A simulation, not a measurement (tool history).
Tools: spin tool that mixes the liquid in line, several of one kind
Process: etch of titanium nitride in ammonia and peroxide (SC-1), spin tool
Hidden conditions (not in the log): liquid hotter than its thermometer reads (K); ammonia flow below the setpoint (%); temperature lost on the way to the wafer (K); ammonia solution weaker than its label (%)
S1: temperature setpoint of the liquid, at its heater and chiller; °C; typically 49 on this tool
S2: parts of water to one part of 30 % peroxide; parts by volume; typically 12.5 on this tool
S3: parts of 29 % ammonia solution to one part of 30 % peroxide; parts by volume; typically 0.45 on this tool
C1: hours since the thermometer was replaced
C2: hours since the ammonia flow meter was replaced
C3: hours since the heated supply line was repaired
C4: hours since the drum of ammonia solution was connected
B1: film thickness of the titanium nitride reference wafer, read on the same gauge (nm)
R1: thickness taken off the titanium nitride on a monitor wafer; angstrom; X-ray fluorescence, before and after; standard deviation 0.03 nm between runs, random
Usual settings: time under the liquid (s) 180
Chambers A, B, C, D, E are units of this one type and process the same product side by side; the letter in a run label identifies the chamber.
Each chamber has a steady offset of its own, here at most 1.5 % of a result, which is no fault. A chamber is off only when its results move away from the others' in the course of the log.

At day 0.117: chamber A: ammonia flow meter replaced.
Run 1B, day 0.258: usual settings; C1 1030.1; C2 504.9; C3 794.4; C4 216.6; B1 30.000. Result: R1 69.738 angstrom.
Run 2E, day 0.492: usual settings; C1 45.4; C2 1410.7; C3 1058.9; C4 280.8; B1 29.976. Result: R1 68.644 angstrom.
Run 3A, day 0.758: usual settings; C1 788.4; C2 15.4; C3 861.6; C4 162.6; B1 29.995. Result: R1 67.736 angstrom.
Run 4C, day 0.967: usual settings; C1 325.8; C2 701.2; C3 279.5; C4 268.7; B1 29.980. Result: R1 68.254 angstrom.
Run 5D, day 1.142: usual settings; C1 138.5; C2 372.8; C3 3219.9; C4 265.5; B1 30.004. Result: R1 68.989 angstrom.
Run 6D, day 1.283: usual settings; C1 141.9; C2 376.2; C3 3223.3; C4 268.9; B1 29.981. Result: R1 68.701 angstrom.
At day 1.292: chamber E: ammonia flow meter replaced.
Run 7E, day 1.483: usual settings; C1 69.2; C2 4.6; C3 1082.7; C4 304.6; B1 29.988. Result: R1 68.511 angstrom.
Run 8A, day 1.733: usual settings; C1 811.8; C2 38.8; C3 885.0; C4 186.0; B1 30.005. Result: R1 68.776 angstrom.
Run 9B, day 2.017: usual settings; C1 1072.3; C2 547.1; C3 836.6; C4 258.8; B1 30.007. Result: R1 69.752 angstrom.
At day 2.083: chamber B: new drum of ammonia solution connected.
Run 10C, day 2.212: usual settings; C1 355.7; C2 731.1; C3 309.4; C4 298.6; B1 30.027. Result: R1 68.748 angstrom.
Run 11C, day 2.408: usual settings; C1 360.4; C2 735.8; C3 314.1; C4 303.3; B1 30.007. Result: R1 68.377 angstrom.
Run 12B, day 2.633: usual settings; C1 1087.1; C2 561.9; C3 851.4; C4 13.3; B1 30.013. Result: R1 70.047 angstrom.
Run 13D, day 2.900: usual settings; C1 180.7; C2 415.0; C3 3262.1; C4 307.7; B1 30.002. Result: R1 68.730 angstrom.
Run 14E, day 3.108: usual settings; C1 108.2; C2 43.6; C3 1121.7; C4 343.6; B1 29.979. Result: R1 68.227 angstrom.
Run 15A, day 3.288: usual settings but S2 15.5 parts by volume, S3 0.25 parts by volume; C1 849.1; C2 76.1; C3 922.3; C4 223.3; B1 30.024. Result: R1 54.692 angstrom.
Run 16C, day 3.479: usual settings but S2 15.5 parts by volume, S3 0.25 parts by volume; C1 386.1; C2 761.5; C3 339.8; C4 329.0; B1 30.031. Result: R1 54.380 angstrom.
Run 17B, day 3.754: usual settings but S2 15.5 parts by volume, S3 0.25 parts by volume; C1 1114.0; C2 588.8; C3 878.3; C4 40.2; B1 30.035. Result: R1 55.591 angstrom.
Run 18E, day 4.033: usual settings but S2 15.5 parts by volume, S3 0.25 parts by volume; C1 130.4; C2 65.8; C3 1143.9; C4 365.8; B1 29.997. Result: R1 53.987 angstrom.
Run 19A, day 4.158: usual settings but S2 15.5 parts by volume, S3 0.25 parts by volume; C1 870.0; C2 97.0; C3 943.2; C4 244.2; B1 29.983. Result: R1 54.348 angstrom.
Run 20D, day 4.429: usual settings; C1 217.4; C2 451.7; C3 3298.8; C4 344.4; B1 29.957. Result: R1 68.657 angstrom.
Run 21D, day 4.650: usual settings; C1 222.7; C2 457.0; C3 3304.1; C4 349.7; B1 30.068. Result: R1 69.163 angstrom.
Run 22B, day 4.838: usual settings; C1 1140.0; C2 614.8; C3 904.3; C4 66.2; B1 30.009. Result: R1 69.879 angstrom.
Run 23A, day 4.992: usual settings but S2 7.5 parts by volume; C1 890.0; C2 117.0; C3 963.2; C4 264.2; B1 30.007. Result: R1 88.427 angstrom.
Run 24E, day 5.133: usual settings but S2 7.5 parts by volume; C1 156.8; C2 92.2; C3 1170.3; C4 392.2; B1 29.997. Result: R1 88.926 angstrom.
Run 25C, day 5.279: usual settings but S2 7.5 parts by volume; C1 429.3; C2 804.7; C3 383.0; C4 372.2; B1 30.047. Result: R1 88.118 angstrom.
Run 26D, day 5.488: usual settings but S2 7.5 parts by volume; C1 242.8; C2 477.1; C3 3324.2; C4 369.8; B1 29.958. Result: R1 89.708 angstrom.
Run 27A, day 5.712: usual settings but S2 7.5 parts by volume; C1 907.3; C2 134.3; C3 980.5; C4 281.5; B1 30.013. Result: R1 88.770 angstrom.
Run 28E, day 5.958: usual settings; C1 176.6; C2 112.0; C3 1190.1; C4 412.0; B1 29.988. Result: R1 68.611 angstrom.
Run 29C, day 6.104: usual settings; C1 449.1; C2 824.5; C3 402.8; C4 392.0; B1 29.983. Result: R1 68.221 angstrom.
Run 30B, day 6.296: usual settings; C1 1175.0; C2 649.8; C3 939.3; C4 101.2; B1 30.007. Result: R1 70.122 angstrom.
Run 31C, day 6.450: usual settings; C1 457.4; C2 832.8; C3 411.1; C4 400.3; B1 29.993. Result: R1 68.658 angstrom.
Run 32E, day 6.738: usual settings; C1 195.3; C2 130.7; C3 1208.8; C4 430.7; B1 29.981. Result: R1 68.469 angstrom.
Run 33D, day 7.025: usual settings; C1 279.7; C2 514.0; C3 3361.1; C4 406.7; B1 30.025. Result: R1 68.721 angstrom.
Run 34B, day 7.242: usual settings; C1 1197.7; C2 672.5; C3 962.0; C4 123.9; B1 29.991. Result: R1 70.337 angstrom.

Is one chamber off against the others, does the gauge drift, or is nothing wrong? If a chamber is off, say which, and what the likeliest cause is.

The fleet is healthy, with each chamber sitting at its usual small offset and no drift in the gauge.
